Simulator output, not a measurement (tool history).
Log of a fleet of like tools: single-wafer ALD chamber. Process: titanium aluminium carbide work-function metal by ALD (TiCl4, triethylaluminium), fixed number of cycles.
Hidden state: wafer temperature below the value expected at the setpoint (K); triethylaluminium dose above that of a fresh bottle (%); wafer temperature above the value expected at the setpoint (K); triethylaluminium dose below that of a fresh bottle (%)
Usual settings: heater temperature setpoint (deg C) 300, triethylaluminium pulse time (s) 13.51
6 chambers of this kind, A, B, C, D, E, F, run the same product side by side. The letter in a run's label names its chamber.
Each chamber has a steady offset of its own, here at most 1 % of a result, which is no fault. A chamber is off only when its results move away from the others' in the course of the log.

run,hour,heater temperature setpoint (deg C),triethylaluminium pulse time (s),hours since the last thermocouple change,hours since the last triethylaluminium bottle change,"read-back reference wafer on the same gauge, thickness_nm",mean film thickness on the monitor wafer (Å)
1D,9.6,300,13.51,2176.1,955.9,2.0102,20.370
2A,17.6,300,13.51,1473.3,949.0,2.0099,20.444
3F,30.3,300,13.51,224.0,823.4,2.0091,20.597
4B,43.3,300,13.51,1716.1,371.0,2.0087,20.488
# hour 45.8: chamber E: thermocouple changed; heater temperature recalibrated
5E,49.9,300,13.51,4.2,1102.3,2.0078,20.273
6C,61.3,300,13.51,1642.3,738.4,2.0076,20.480
7E,72.3,300,13.51,26.6,1124.7,2.0071,20.295
8D,83.0,300,13.51,2249.5,1029.3,2.0061,20.393
9A,91.5,300,13.51,1547.2,1022.9,2.0063,20.470
10B,102.2,300,13.51,1775.0,429.9,2.0053,20.468
11C,113.5,311,11.89,1694.5,790.6,2.0047,21.187
12F,123.1,311,11.89,316.8,916.2,2.0056,21.404
13D,134.7,311,11.89,2301.2,1081.0,2.0041,21.168
14B,142.5,311,11.89,1815.3,470.2,2.0046,21.222
15F,151.2,311,11.89,344.9,944.3,2.0041,21.366
16A,163.7,311,11.89,1619.4,1095.1,2.0041,21.220
17E,173.8,300,8.24,128.1,1226.2,2.0033,19.204
18C,186.4,300,8.24,1767.4,863.5,2.0034,19.283
19C,198.2,300,8.24,1779.2,875.3,2.0024,19.293
20F,207.6,300,8.24,401.3,1000.7,2.0017,19.501
21D,220.8,300,8.24,2387.3,1167.1,2.0018,19.236
22E,228.6,300,8.24,182.9,1281.0,2.0002,19.186
23B,242.8,300,11.02,1915.6,570.5,2.0006,20.107
24A,249.5,300,11.02,1705.2,1180.9,2.0001,20.082
25A,260.0,300,11.02,1715.7,1191.4,1.9996,20.054
26C,274.3,300,11.02,1855.3,951.4,1.9987,20.084
27E,285.5,300,11.02,239.8,1337.9,1.9984,19.875
28D,292.7,300,11.02,2459.2,1239.0,1.9987,19.947
29F,300.0,300,13.51,493.7,1093.1,1.9987,20.493
30B,307.7,300,13.51,1980.5,635.4,1.9980,20.355
31C,318.3,300,13.51,1899.3,995.4,1.9967,20.260
32B,330.1,300,13.51,2002.9,657.8,1.9969,20.342
33D,338.3,300,13.51,2504.8,1284.6,1.9970,20.339
34F,345.0,314,9.23,538.7,1138.1,1.9959,21.020
35E,354.6,314,9.23,308.9,1407.0,1.9977,20.755
36A,361.3,314,9.23,1817.0,1292.7,1.9955,20.840

All 6 chambers run these settings next. Forecast each chamber's results:
37A,371.8,300,13.51,,,,?
37B,371.8,300,13.51,,,,?
37C,371.8,300,13.51,,,,?
37D,371.8,300,13.51,,,,?
37E,371.8,300,13.51,,,,?
37F,371.8,300,13.51,,,,?

run,mean film thickness on the monitor wafer (Å)
37A,20.305
37B,20.305
37C,20.331
37D,20.210
37E,20.093
37F,20.456

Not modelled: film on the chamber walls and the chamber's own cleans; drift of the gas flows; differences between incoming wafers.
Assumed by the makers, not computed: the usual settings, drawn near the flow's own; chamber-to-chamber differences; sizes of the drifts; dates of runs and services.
